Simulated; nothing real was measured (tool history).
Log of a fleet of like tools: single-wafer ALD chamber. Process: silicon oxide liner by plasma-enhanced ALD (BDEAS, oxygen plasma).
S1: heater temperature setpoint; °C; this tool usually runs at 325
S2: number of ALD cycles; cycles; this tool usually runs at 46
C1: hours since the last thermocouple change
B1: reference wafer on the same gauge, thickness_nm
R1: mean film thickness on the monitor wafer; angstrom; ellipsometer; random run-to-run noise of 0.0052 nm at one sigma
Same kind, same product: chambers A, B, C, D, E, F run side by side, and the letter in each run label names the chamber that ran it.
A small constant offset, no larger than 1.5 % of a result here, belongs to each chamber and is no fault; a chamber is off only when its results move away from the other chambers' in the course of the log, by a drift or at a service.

run 1E day=0.321 | S1=325 S2=46 | C1=128.2 | B1=4.4094 | R1=41.475
run 2A day=0.608 | S1=325 S2=46 | C1=1374.4 | B1=4.4082 | R1=41.665
run 3C day=0.962 | S1=325 S2=46 | C1=496.9 | B1=4.4065 | R1=41.364
run 4D day=1.258 | S1=325 S2=46 | C1=1202.4 | B1=4.4078 | R1=41.402
run 5F day=1.612 | S1=325 S2=46 | C1=1354.5 | B1=4.408 | R1=41.59
run 6B day=1.975 | S1=325 S2=46 | C1=1861.3 | B1=4.4059 | R1=40.846
run 7F day=2.317 | S1=325 S2=46 | C1=1371.4 | B1=4.406 | R1=41.588
run 8E day=2.5 | S1=325 S2=46 | C1=180.5 | B1=4.4058 | R1=41.342
run 9A day=2.696 | S1=325 S2=46 | C1=1424.5 | B1=4.4041 | R1=41.694
run 10B day=2.983 | S1=325 S2=46 | C1=1885.5 | B1=4.4029 | R1=40.853
run 11D day=3.167 | S1=325 S2=46 | C1=1248.2 | B1=4.4032 | R1=41.396
run 12C day=3.417 | S1=332 S2=41 | C1=555.8 | B1=4.4037 | R1=36.565
run 13C day=3.788 | S1=332 S2=41 | C1=564.7 | B1=4.4031 | R1=36.408
run 14F day=4.158 | S1=332 S2=41 | C1=1415.6 | B1=4.3998 | R1=36.705
run 15A day=4.321 | S1=332 S2=41 | C1=1463.5 | B1=4.3995 | R1=36.756
run 16E day=4.525 | S1=332 S2=41 | C1=229.1 | B1=4.4009 | R1=36.484
run 17D day=4.792 | S1=332 S2=41 | C1=1287.2 | B1=4.3997 | R1=36.498
run 18B day=5.079 | S1=325 S2=46 | C1=1935.8 | B1=4.3995 | R1=40.718
run 19C day=5.358 | S1=325 S2=46 | C1=602.4 | B1=4.3987 | R1=41.316
run 20B day=5.567 | S1=333 S2=49 | C1=1947.5 | B1=4.3993 | R1=42.996
run 21F day=5.871 | S1=333 S2=49 | C1=1456.7 | B1=4.3997 | R1=43.899
run 22E day=6.171 | S1=333 S2=49 | C1=268.6 | B1=4.3982 | R1=43.51
run 23D day=6.521 | S1=333 S2=49 | C1=1328.7 | B1=4.3979 | R1=43.472
run 24A day=6.708 | S1=333 S2=49 | C1=1520.8 | B1=4.3966 | R1=43.823
run 25A day=7.058 | S1=333 S2=49 | C1=1529.2 | B1=4.3949 | R1=43.825
run 26C day=7.296 | S1=325 S2=46 | C1=648.9 | B1=4.3967 | R1=41.183
run 27D day=7.633 | S1=325 S2=46 | C1=1355.4 | B1=4.3933 | R1=41.286
run 28F day=7.871 | S1=325 S2=46 | C1=1504.7 | B1=4.3941 | R1=41.461
run 29E day=8.121 | S1=325 S2=46 | C1=315.4 | B1=4.3943 | R1=41.271
run 30B day=8.442 | S1=332 S2=54 | C1=2016.5 | B1=4.3933 | R1=47.376
run 31C day=8.729 | S1=332 S2=54 | C1=683.3 | B1=4.392 | R1=47.835
run 32A day=8.892 | S1=332 S2=54 | C1=1573.2 | B1=4.3917 | R1=48.343
run 33F day=9.125 | S1=332 S2=54 | C1=1534.8 | B1=4.3914 | R1=48.213
run 34D day=9.346 | S1=332 S2=54 | C1=1396.5 | B1=4.3917 | R1=48.04
run 35B day=9.625 | S1=332 S2=54 | C1=2044.9 | B1=4.3902 | R1=47.225
run 36E day=9.812 | S1=325 S2=46 | C1=356 | B1=4.3899 | R1=41.348
run 37C day=10.112 | S1=325 S2=51 | C1=716.5 | B1=4.3896 | R1=45.636
run 38E day=10.4 | S1=325 S2=51 | C1=370.1 | B1=4.3886 | R1=45.691
run 39F day=10.75 | S1=325 S2=51 | C1=1573.8 | B1=4.3878 | R1=46.004

Has any chamber moved away from the others, gradually or after a service, or does the common gauge drift, or do the chambers differ only by their own small steady offsets? State the chamber and the most likely cause if one applies.

Gauge drift. The chambers move together only on paper, and none stands off.
Likeliest cause: gauge reads low (%) = 0.517.
